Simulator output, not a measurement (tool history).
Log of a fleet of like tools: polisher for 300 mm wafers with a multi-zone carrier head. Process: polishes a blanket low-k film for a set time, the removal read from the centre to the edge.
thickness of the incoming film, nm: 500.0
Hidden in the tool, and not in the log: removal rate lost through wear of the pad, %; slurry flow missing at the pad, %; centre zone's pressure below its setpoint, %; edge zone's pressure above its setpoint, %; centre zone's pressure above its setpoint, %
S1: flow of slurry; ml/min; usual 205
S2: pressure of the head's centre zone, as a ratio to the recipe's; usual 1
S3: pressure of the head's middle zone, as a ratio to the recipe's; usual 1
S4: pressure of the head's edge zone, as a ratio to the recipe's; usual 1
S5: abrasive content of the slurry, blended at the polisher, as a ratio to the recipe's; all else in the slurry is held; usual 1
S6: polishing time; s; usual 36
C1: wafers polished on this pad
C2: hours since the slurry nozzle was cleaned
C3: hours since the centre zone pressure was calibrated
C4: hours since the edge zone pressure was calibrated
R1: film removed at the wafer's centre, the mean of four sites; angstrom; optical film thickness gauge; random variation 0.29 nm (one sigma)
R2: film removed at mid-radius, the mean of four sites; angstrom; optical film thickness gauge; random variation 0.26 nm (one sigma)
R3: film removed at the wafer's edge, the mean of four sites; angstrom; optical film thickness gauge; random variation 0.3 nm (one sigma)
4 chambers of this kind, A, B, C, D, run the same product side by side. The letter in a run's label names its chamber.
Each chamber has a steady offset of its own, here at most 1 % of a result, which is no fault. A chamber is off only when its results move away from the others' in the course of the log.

At day 0.183: chamber B: worn pad replaced by a new one.
Run 1D, day 0.254: usual settings; C1 1087; C2 376.6; C3 427.2; C4 216.1. Result: R1 202.35 angstrom, R2 196.19 angstrom, R3 200.02 angstrom.
At day 0.362: chamber D: worn pad replaced by a new one.
Run 2A, day 0.808: usual settings; C1 871; C2 250.1; C3 28.2; C4 961.4. Result: R1 200 angstrom, R2 201.46 angstrom, R3 201.41 angstrom.
Run 3B, day 1.158: usual settings; C1 269; C2 252.4; C3 363.6; C4 1456.1. Result: R1 199.3 angstrom, R2 205.88 angstrom, R3 198.44 angstrom.
Run 4C, day 1.412: usual settings; C1 397; C2 477.9; C3 667.6; C4 176.5. Result: R1 199.44 angstrom, R2 201.61 angstrom, R3 205.82 angstrom.
At day 1.742: chamber A: worn pad replaced by a new one.
Run 5B, day 1.796: usual settings; C1 446; C2 267.7; C3 378.9; C4 1471.4. Result: R1 203.9 angstrom, R2 203.13 angstrom, R3 200.02 angstrom.
Run 6D, day 2.125: usual settings; C1 488; C2 421.5; C3 472.1; C4 261. Result: R1 195.47 angstrom, R2 200.03 angstrom, R3 203.25 angstrom.
Run 7A, day 2.592: usual settings; C1 236; C2 292.9; C3 71; C4 1004.2. Result: R1 199.65 angstrom, R2 196.54 angstrom, R3 196.26 angstrom.
At day 2.7: chamber D: centre zone pressure recalibrated.
Run 8C, day 3.15: usual settings; C1 877; C2 519.6; C3 709.3; C4 218.2. Result: R1 197.66 angstrom, R2 202.95 angstrom, R3 204.03 angstrom.
At day 3.208: chamber B: worn pad replaced by a new one.
At day 3.404: chamber B: edge zone pressure recalibrated.
At day 3.433: chamber C: worn pad replaced by a new one.
Run 9C, day 3.442: usual settings; C1 2; C2 526.6; C3 716.3; C4 225.2. Result: R1 199.44 angstrom, R2 204.13 angstrom, R3 198.51 angstrom.
At day 3.608: chamber C: slurry nozzle cleaned.
Run 10B, day 3.958: usual settings; C1 207; C2 319.6; C3 430.8; C4 13.4. Result: R1 197.59 angstrom, R2 202.52 angstrom, R3 198.72 angstrom.
Run 11A, day 4.283: usual settings; C1 703; C2 333.5; C3 111.6; C4 1044.8. Result: R1 199.36 angstrom, R2 197.33 angstrom, R3 201.13 angstrom.
At day 4.6: chamber D: worn pad replaced by a new one.
Run 12D, day 4.808: usual settings but S2 0.92, S6 42 s; C1 58; C2 485.9; C3 50.6; C4 325.4. Result: R1 211.92 angstrom, R2 231.3 angstrom, R3 235.17 angstrom.
At day 4.971: chamber A: worn pad replaced by a new one.
At day 5.008: chamber D: slurry nozzle cleaned.
Run 13A, day 5.083: usual settings but S2 0.92, S6 42 s; C1 31; C2 352.7; C3 130.8; C4 1064. Result: R1 216.02 angstrom, R2 234.66 angstrom, R3 230.58 angstrom.
Run 14C, day 5.538: usual settings but S2 0.92, S6 42 s; C1 582; C2 46.3; C3 766.6; C4 275.5. Result: R1 210.31 angstrom, R2 229.34 angstrom, R3 241.27 angstrom.
Run 15B, day 5.8: usual settings but S2 0.92, S6 42 s; C1 717; C2 363.8; C3 475; C4 57.6. Result: R1 211.33 angstrom, R2 237.68 angstrom, R3 234.51 angstrom.
Run 16D, day 6.262: usual settings; C1 460; C2 30.2; C3 85.5; C4 360.3. Result: R1 203.13 angstrom, R2 200.19 angstrom, R3 202.99 angstrom.
Run 17B, day 6.742: usual settings; C1 977; C2 386.4; C3 497.6; C4 80.2. Result: R1 191.73 angstrom, R2 202.11 angstrom, R3 206.5 angstrom.
At day 6.779: chamber B: worn pad replaced by a new one.
At day 6.788: chamber A: edge zone pressure recalibrated.
Run 18D, day 7.133: usual settings; C1 701; C2 51.1; C3 106.4; C4 381.2. Result: R1 197.4 angstrom, R2 202.43 angstrom, R3 204.75 angstrom.
At day 7.212: chamber C: worn pad replaced by a new one.
At day 7.325: chamber C: edge zone pressure recalibrated.
Run 19A, day 7.629: usual settings; C1 735; C2 413.8; C3 191.9; C4 20.3. Result: R1 199.47 angstrom, R2 199.16 angstrom, R3 199.18 angstrom.
Run 20C, day 7.933: usual settings; C1 199; C2 103.8; C3 824.1; C4 14.6. Result: R1 198.73 angstrom, R2 199.44 angstrom, R3 201.51 angstrom.
At day 8.025: chamber A: worn pad replaced by a new one.
Run 21C, day 8.475: usual settings; C1 349; C2 116.8; C3 837.1; C4 27.6. Result: R1 199.39 angstrom, R2 197.58 angstrom, R3 202.45 angstrom.
Run 22A, day 8.838: usual settings; C1 225; C2 442.8; C3 220.9; C4 49.3. Result: R1 204.37 angstrom, R2 201.48 angstrom, R3 203.69 angstrom.
At day 8.917: chamber D: worn pad replaced by a new one.
Run 23B, day 9.112: usual settings; C1 646; C2 443.3; C3 554.5; C4 137.1. Result: R1 192.72 angstrom, R2 203.9 angstrom, R3 196.54 angstrom.
Run 24D, day 9.512: usual settings; C1 165; C2 108.2; C3 163.5; C4 438.3. Result: R1 193.3 angstrom, R2 199.62 angstrom, R3 208.08 angstrom.
Run 25D, day 9.942: usual settings; C1 284; C2 118.5; C3 173.8; C4 448.6. Result: R1 197.15 angstrom, R2 201.72 angstrom, R3 202.72 angstrom.
At day 9.95: chamber B: worn pad replaced by a new one.
Run 26A, day 10.517: usual settings; C1 690; C2 483.1; C3 261.2; C4 89.6. Result: R1 199.22 angstrom, R2 201.28 angstrom, R3 198.2 angstrom.
Run 27C, day 11: usual settings; C1 1047; C2 177.4; C3 897.7; C4 88.2. Result: R1 197.11 angstrom, R2 194.44 angstrom, R3 199.02 angstrom.
At day 11.146: chamber C: worn pad replaced by a new one.
At day 11.517: chamber A: worn pad replaced by a new one.
Run 28B, day 11.567: usual settings; C1 447; C2 502.2; C3 613.4; C4 196. Result: R1 186.6 angstrom, R2 198.99 angstrom, R3 201.97 angstrom.
Run 29A, day 11.862: usual settings but S6 45 s; C1 96; C2 515.4; C3 293.5; C4 121.9. Result: R1 256.13 angstrom, R2 248.18 angstrom, R3 253.8 angstrom.
At day 12.017: chamber A: slurry nozzle cleaned.
Run 30C, day 12.288: usual settings but S6 45 s; C1 315; C2 208.3; C3 928.6; C4 119.1. Result: R1 256.43 angstrom, R2 246.23 angstrom, R3 249.75 angstrom.
Run 31D, day 12.704: usual settings but S6 45 s; C1 1048; C2 184.8; C3 240.1; C4 514.9. Result: R1 247.28 angstrom, R2 254.91 angstrom, R3 247.99 angstrom.
At day 13.183: chamber D: worn pad replaced by a new one.
Run 32B, day 13.275: usual settings but S6 45 s; C1 919; C2 543.2; C3 654.4; C4 237. Result: R1 230.93 angstrom, R2 254.74 angstrom, R3 243.67 angstrom.
At day 13.658: chamber B: worn pad replaced by a new one.
Run 33D, day 13.717: usual settings; C1 148; C2 209.1; C3 264.4; C4 539.2. Result: R1 198.96 angstrom, R2 198.73 angstrom, R3 202.58 angstrom.
Run 34A, day 14.079: usual settings; C1 709; C2 49.6; C3 346.7; C4 175.1. Result: R1 202.26 angstrom, R2 200.38 angstrom, R3 199.41 angstrom.
Run 35C, day 14.429: usual settings; C1 908; C2 259.7; C3 980; C4 170.5. Result: R1 195.35 angstrom, R2 195.03 angstrom, R3 200.22 angstrom.
At day 14.738: chamber C: worn pad replaced by a new one.
Run 36B, day 14.825: usual settings; C1 323; C2 580.4; C3 691.6; C4 274.2. Result: R1 181.27 angstrom, R2 197.74 angstrom, R3 198.48 angstrom.
Run 37A, day 15.25: usual settings; C1 1033; C2 77.7; C3 374.8; C4 203.2. Result: R1 200.19 angstrom, R2 201.05 angstrom, R3 199.74 angstrom.
At day 15.333: chamber A: worn pad replaced by a new one.
Run 38C, day 15.704: usual settings; C1 267; C2 290.3; C3 1010.6; C4 201.1. Result: R1 198.83 angstrom, R2 204.32 angstrom, R3 205.27 angstrom.
Run 39D, day 16.058: usual settings; C1 795; C2 265.3; C3 320.6; C4 595.4. Result: R1 200.21 angstrom, R2 199.66 angstrom, R3 205.71 angstrom.
Run 40B, day 16.508: usual settings but S1 145 ml/min, S6 45 s; C1 788; C2 620.8; C3 732; C4 314.6. Result: R1 213.28 angstrom, R2 234.69 angstrom, R3 242.61 angstrom.
At day 16.667: chamber D: worn pad replaced by a new one.
Run 41D, day 16.979: usual settings but S1 145 ml/min, S6 45 s; C1 87; C2 287.4; C3 342.7; C4 617.5. Result: R1 237.82 angstrom, R2 230.39 angstrom, R3 241.71 angstrom.
Run 42A, day 17.383: usual settings but S1 145 ml/min, S6 45 s; C1 568; C2 128.9; C3 426; C4 254.4. Result: R1 240.56 angstrom, R2 233.75 angstrom, R3 239.03 angstrom.
Run 43C, day 17.754: usual settings but S1 145 ml/min, S6 45 s; C1 834; C2 339.5; C3 1059.8; C4 250.3. Result: R1 235.08 angstrom, R2 238.39 angstrom, R3 240.5 angstrom.

All 4 chambers run these settings next. Forecast each chamber's results:
Run 44A, day 18.175: usual settings. Result: R1 ?, R2 ?, R3 ?.
Run 44B, day 18.175: usual settings. Result: R1 ?, R2 ?, R3 ?.
Run 44C, day 18.175: usual settings. Result: R1 ?, R2 ?, R3 ?.
Run 44D, day 18.175: usual settings. Result: R1 ?, R2 ?, R3 ?.

run      R1      R2      R3
44A  202.65  197.81  202.31
44B  179.12  200.37  196.61
44C  203.24  200.32   198.8
44D  201.61  199.16  197.36
